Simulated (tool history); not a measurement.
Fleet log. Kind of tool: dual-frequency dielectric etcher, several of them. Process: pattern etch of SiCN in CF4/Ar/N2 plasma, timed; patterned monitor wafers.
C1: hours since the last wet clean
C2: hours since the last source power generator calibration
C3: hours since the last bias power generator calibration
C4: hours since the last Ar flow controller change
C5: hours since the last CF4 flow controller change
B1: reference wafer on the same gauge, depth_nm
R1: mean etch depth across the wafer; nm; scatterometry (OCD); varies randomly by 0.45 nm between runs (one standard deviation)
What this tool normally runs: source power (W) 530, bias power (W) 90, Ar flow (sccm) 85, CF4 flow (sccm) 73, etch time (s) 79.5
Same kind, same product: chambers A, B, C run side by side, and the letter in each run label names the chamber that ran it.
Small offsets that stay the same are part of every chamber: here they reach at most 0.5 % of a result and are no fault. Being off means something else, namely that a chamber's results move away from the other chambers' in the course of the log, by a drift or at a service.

Run 1B, hour 2.5: usual settings; C1 128.6; C2 42.5; C3 371.3; C4 1280.6; C5 380.8; B1 72.835. Result: R1 87.182 nm.
Run 2C, hour 5.7: usual settings; C1 516.8; C2 1976.6; C3 1777; C4 2360.6; C5 2215.1; B1 72.945. Result: R1 87.468 nm.
Run 3A, hour 8.3: usual settings; C1 449.6; C2 1807.2; C3 2935.8; C4 1695.3; C5 443; B1 72.848. Result: R1 87.311 nm.
Run 4C, hour 11.7: usual settings; C1 522.8; C2 1982.6; C3 1783; C4 2366.6; C5 2221.1; B1 72.901. Result: R1 87.729 nm.
Run 5B, hour 14.7: usual settings; C1 140.8; C2 54.7; C3 383.5; C4 1292.8; C5 393; B1 72.837. Result: R1 87.373 nm.
Run 6A, hour 18.2: usual settings; C1 459.5; C2 1817.1; C3 2945.7; C4 1705.2; C5 452.9; B1 72.89. Result: R1 86.835 nm.
Run 7B, hour 21.8: usual settings but bias power (W) 79; C1 147.9; C2 61.8; C3 390.6; C4 1299.9; C5 400.1; B1 72.982. Result: R1 83.833 nm.
Run 8C, hour 25.9: usual settings but bias power (W) 79; C1 537; C2 1996.8; C3 1797.2; C4 2380.8; C5 2235.3; B1 72.794. Result: R1 83.902 nm.
Run 9A, hour 28.1: usual settings but bias power (W) 79; C1 469.4; C2 1827; C3 2955.6; C4 1715.1; C5 462.8; B1 72.816. Result: R1 83.502 nm.
At hour 28.4: chamber C: wet clean of the chamber.
Run 10B, hour 32: usual settings; C1 158.1; C2 72; C3 400.8; C4 1310.1; C5 410.3; B1 72.917. Result: R1 88.399 nm.
Run 11C, hour 34.7: usual settings; C1 6.4; C2 2005.6; C3 1806; C4 2389.6; C5 2244.1; B1 72.86. Result: R1 87.805 nm.
Run 12A, hour 37.7: usual settings; C1 479; C2 1836.6; C3 2965.2; C4 1724.7; C5 472.4; B1 72.9. Result: R1 88.099 nm.
Run 13B, hour 41.8: usual settings; C1 167.9; C2 81.8; C3 410.6; C4 1319.9; C5 420.1; B1 72.937. Result: R1 87.958 nm.
Run 14C, hour 43.7: usual settings; C1 15.4; C2 2014.6; C3 1815; C4 2398.6; C5 2253.1; B1 72.865. Result: R1 87.662 nm.
Run 15A, hour 47.7: usual settings; C1 489; C2 1846.6; C3 2975.2; C4 1734.7; C5 482.4; B1 72.995. Result: R1 87.166 nm.
Run 16A, hour 50.1: usual settings; C1 491.4; C2 1849; C3 2977.6; C4 1737.1; C5 484.8; B1 72.897. Result: R1 87.404 nm.
Run 17C, hour 52.4: usual settings; C1 24.1; C2 2023.3; C3 1823.7; C4 2407.3; C5 2261.8; B1 72.864. Result: R1 86.522 nm.
Run 18B, hour 55.9: usual settings but Ar flow (sccm) 77, CF4 flow (sccm) 83; C1 182; C2 95.9; C3 424.7; C4 1334; C5 434.2; B1 72.931. Result: R1 90.632 nm.
Run 19C, hour 58.5: usual settings but Ar flow (sccm) 77, CF4 flow (sccm) 83; C1 30.2; C2 2029.4; C3 1829.8; C4 2413.4; C5 2267.9; B1 72.935. Result: R1 90.027 nm.
Run 20B, hour 61.2: usual settings but Ar flow (sccm) 77, CF4 flow (sccm) 83; C1 187.3; C2 101.2; C3 430; C4 1339.3; C5 439.5; B1 72.838. Result: R1 90.314 nm.
Run 21A, hour 64.6: usual settings but source power (W) 480; C1 505.9; C2 1863.5; C3 2992.1; C4 1751.6; C5 499.3; B1 72.776. Result: R1 80.342 nm.
Run 22B, hour 68.8: usual settings but source power (W) 480; C1 194.9; C2 108.8; C3 437.6; C4 1346.9; C5 447.1; B1 72.927. Result: R1 79.691 nm.
Run 23C, hour 72.8: usual settings but source power (W) 480; C1 44.5; C2 2043.7; C3 1844.1; C4 2427.7; C5 2282.2; B1 72.881. Result: R1 80.099 nm.
Run 24A, hour 76.5: usual settings but Ar flow (sccm) 66, etch time (s) 97; C1 517.8; C2 1875.4; C3 3004; C4 1763.5; C5 511.2; B1 72.957. Result: R1 109.77 nm.

Has any chamber moved away from the others, gradually or after a service, or does the common gauge drift, or do the chambers differ only by their own small steady offsets? State the chamber and the most likely cause if one applies.

The fleet is healthy, with each chamber sitting at its usual small offset and no drift in the gauge.

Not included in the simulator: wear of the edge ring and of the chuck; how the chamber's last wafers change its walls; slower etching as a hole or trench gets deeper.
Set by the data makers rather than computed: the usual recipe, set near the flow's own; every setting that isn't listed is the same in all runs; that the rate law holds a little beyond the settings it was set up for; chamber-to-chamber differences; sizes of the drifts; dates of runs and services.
